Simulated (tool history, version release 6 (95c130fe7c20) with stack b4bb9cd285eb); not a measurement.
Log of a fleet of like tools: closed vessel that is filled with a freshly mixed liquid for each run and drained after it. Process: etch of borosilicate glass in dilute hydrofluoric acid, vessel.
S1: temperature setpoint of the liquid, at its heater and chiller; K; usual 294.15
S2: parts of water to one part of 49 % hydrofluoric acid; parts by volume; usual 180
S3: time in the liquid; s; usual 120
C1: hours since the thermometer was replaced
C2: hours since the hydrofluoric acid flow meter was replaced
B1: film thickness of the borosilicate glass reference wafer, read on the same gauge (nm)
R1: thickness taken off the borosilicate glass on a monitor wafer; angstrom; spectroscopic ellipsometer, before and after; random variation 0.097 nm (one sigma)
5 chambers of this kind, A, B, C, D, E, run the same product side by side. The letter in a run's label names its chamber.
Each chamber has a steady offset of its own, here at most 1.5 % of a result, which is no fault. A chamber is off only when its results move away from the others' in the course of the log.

run   hour      S1   S2   S3      C1      C2      B1      R1
 1A    7.0  294.15  180  120  2259.3   418.5  39.974  164.77
 2C   14.1  294.15  180  120  1709.3  2208.8  39.978  161.84
 3E   22.5  294.15  180  120  2066.4    85.3  39.954  163.35
      26.9  -- chamber D: hydrofluoric acid flow meter replaced
      32.6  -- chamber C: hydrofluoric acid flow meter replaced
 4D   32.8  294.15  180  120   780.3     5.9  39.994  164.84
 5B   40.2  294.15  180  120   570.9   784.5  40.015  164.65
 6A   51.2  294.15  180  120  2303.5   462.7  39.963  164.88
 7C   59.5  294.15  180  120  1754.7    26.9  40.001  164.94
      72.1  -- chamber B: thermometer replaced
 8B   72.4  294.15  180  120     0.3   816.7  40.001  164.03
 9E   82.9  294.15  180  120  2126.8   145.7  40.002  162.01
10D   92.8  294.15  180  120   840.3    65.9  39.985  166.07
11E  104.9  294.15  180  120  2148.8   167.7  40.016  162.21
     109.7  -- chamber A: thermometer replaced
12D  113.4  294.15  180  120   860.9    86.5  40.015  164.42
13B  120.0  294.15  180  120    47.9   864.3  40.036  163.21
14A  133.1  294.15  180  120    23.5   544.6  40.005  163.24
15C  142.2  294.15  125  120  1837.4   109.6  39.999  249.96
16A  152.7  294.15  125  120    43.1   564.2  40.033  249.54
17B  161.4  294.15  125  120    89.3   905.7  39.966  250.59
18D  172.0  294.15  125  120   919.5   145.1  40.017  249.20
19C  185.1  294.15  125  120  1880.3   152.5  40.026  246.63
20E  192.7  295.65  115  120  2236.6   255.5  39.981  288.41
21C  205.0  295.65  115  120  1900.2   172.4  40.019  290.35
     214.7  -- chamber E: thermometer replaced
22B  214.9  295.65  115  120   142.8   959.2  39.967  298.31
23E  221.8  295.65  115  120     7.1   284.6  40.011  286.94
24D  232.5  295.65  115  120   980.0   205.6  39.989  295.05
25A  243.3  294.15  180  120   133.7   654.8  40.048  162.89
26E  251.5  294.15  180  120    36.8   314.3  39.947  161.65
27B  257.7  294.15  180  120   185.6  1002.0  40.019  164.80
28A  267.4  294.15  180  120   157.8   678.9  40.009  164.70
     277.1  -- chamber B: hydrofluoric acid flow meter replaced
29D  280.1  294.15  180  120  1027.6   253.2  40.017  168.09
     283.2  -- chamber A: hydrofluoric acid flow meter replaced
30C  288.2  294.15  110  100  1983.4   255.6  40.060  235.65
31B  295.1  294.15  110  100   223.0    18.0  40.013  244.37
32A  304.1  294.15  110  100   194.5    20.9  39.985  237.55
33E  312.9  294.15  110  100    98.2   375.7  40.007  237.21
34D  319.0  294.15  110  100  1066.5   292.1  39.989  248.68
35C  325.9  294.15  180  120  2021.1   293.3  39.978  163.29
36E  333.7  294.15  180  120   119.0   396.5  40.022  162.23
37B  347.1  294.15  180  120   275.0    70.0  40.040  164.65
38C  358.0  294.15  180  120  2053.2   325.4  39.992  164.68
39A  364.2  294.15  180  120   254.6    81.0  40.009  164.14
40D  376.0  294.15  180  120  1123.5   349.1  39.959  171.89
41D  384.2  294.15  180  120  1131.7   357.3  39.987  172.54
42C  394.1  294.15  180  120  2089.3   361.5  39.990  163.48
43A  404.5  294.15  180  120   294.9   121.3  39.955  163.53

All 5 chambers run these settings next. Forecast each chamber's results:
44A  414.8  294.15  260  120               ?
44B  414.8  294.15  260  120               ?
44C  414.8  294.15  260  120               ?
44D  414.8  294.15  260  120               ?
44E  414.8  294.15  260  120               ?

run      R1
44A  105.28
44B  105.71
44C  104.62
44D  112.05
44E  104.50

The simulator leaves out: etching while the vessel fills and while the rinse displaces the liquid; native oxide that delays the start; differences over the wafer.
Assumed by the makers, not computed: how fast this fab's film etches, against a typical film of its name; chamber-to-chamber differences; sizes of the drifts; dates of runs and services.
